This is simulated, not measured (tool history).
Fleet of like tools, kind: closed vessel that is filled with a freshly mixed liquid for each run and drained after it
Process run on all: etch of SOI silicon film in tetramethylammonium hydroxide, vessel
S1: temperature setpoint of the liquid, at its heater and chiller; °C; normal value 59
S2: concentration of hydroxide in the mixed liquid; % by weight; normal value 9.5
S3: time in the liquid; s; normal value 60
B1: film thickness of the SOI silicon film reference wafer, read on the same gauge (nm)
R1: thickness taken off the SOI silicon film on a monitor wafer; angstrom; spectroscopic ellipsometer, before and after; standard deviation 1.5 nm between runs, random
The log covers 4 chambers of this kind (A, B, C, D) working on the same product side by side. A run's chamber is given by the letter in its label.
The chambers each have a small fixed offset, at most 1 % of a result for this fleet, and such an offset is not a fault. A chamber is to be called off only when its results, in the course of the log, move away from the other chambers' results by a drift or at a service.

run   hour  S1    S2  S3      B1      R1
 1B    9.2  59   9.5  60     150  2352.5
 2C   16.7  59   9.5  60  150.08    2344
 3D   24.1  59   9.5  60  150.02  2283.4
 4A   36.7  59   9.5  60  150.03  2293.6
 5B     48  59   8.5  80  150.01  3260.3
 6D   54.5  59   8.5  80  150.01  3187.9
 7C   64.3  59   8.5  80     150  3240.7
 8A   72.7  59   8.5  80     150  3139.4
 9A   81.3  59   9.5  60  150.02  2319.4
10C   95.9  59   9.5  60  150.03  2323.5
11D  105.3  59   9.5  60  150.03  2303.8
12B  114.3  59   9.5  60  150.04    2305
     120.7  -- chamber C: hydroxide flow meter replaced
13B  123.1  59   9.5  60  149.97  2279.7
14A  137.8  59   9.5  60  149.95  2317.3
15D  152.6  59   9.5  60  149.99  2307.5
16C  160.6  59   9.5  60     150  2362.5
17D  171.4  59   9.5  60  149.97  2311.2
18B  184.9  59   9.5  60  149.99  2267.9
19A  196.6  59   9.5  60  149.98  2286.8
20C  206.5  59   9.5  60  149.99  2348.6
     207.4  -- chamber A: thermometer replaced
21A  217.2  59   9.5  60  150.02  2280.1
22B  224.2  59   9.5  60     150  2231.2
23D  237.4  59   9.5  60  150.04    2311
24C  245.6  59   9.5  60  149.99  2325.7
25B    257  59  12.5  60     150  2019.7
26D  266.4  59  12.5  60     150    2069
27C  274.2  59  12.5  60  150.03  2106.6
     281.2  -- chamber D: thermometer replaced
28A  282.1  59  12.5  60     150  2088.5
     287.3  -- chamber A: hydroxide flow meter replaced
29B  292.5  59   9.5  60  149.99  2185.5
30C  302.7  59   9.5  60  150.03  2336.4
31A  315.1  59   9.5  60  149.99  2328.4
32D  325.2  59   9.5  60  150.03  2277.3
33B  333.9  59   9.5  60  149.99  2192.1
34A  341.8  59    12  80  149.99  2862.4

Is one chamber off against the others, does the gauge drift, or is nothing wrong? If a chamber is off, say which, and what the likeliest cause is.

It is chamber B that slowly wanders off from its peers.
Likeliest cause: liquid colder than its thermometer reads (K) = 1.44.

Below are 4 candidate recipes for chamber B's next run, each the usual settings with a change, their results shown as question marks. Which of them brings B's results back in line with what the other chambers give on the usual settings?
In line means no further than this from the other chambers' mean on the usual settings: R1 54 angstrom
35B-1  352.6  59  11.5  60       ?
35B-2  352.6  59   9.5  65       ?
35B-3  352.6  60   9.5  65       ?
35B-4  352.6  58   9.5  55       ?

On the usual settings, the other chambers give on average: R1 2318.2 angstrom
  run      R1
35B-1  2001.1
35B-2  2321.8
35B-3  2472.4
35B-4  1845.5
With 35B-2, the chamber falls back in line with the rest.
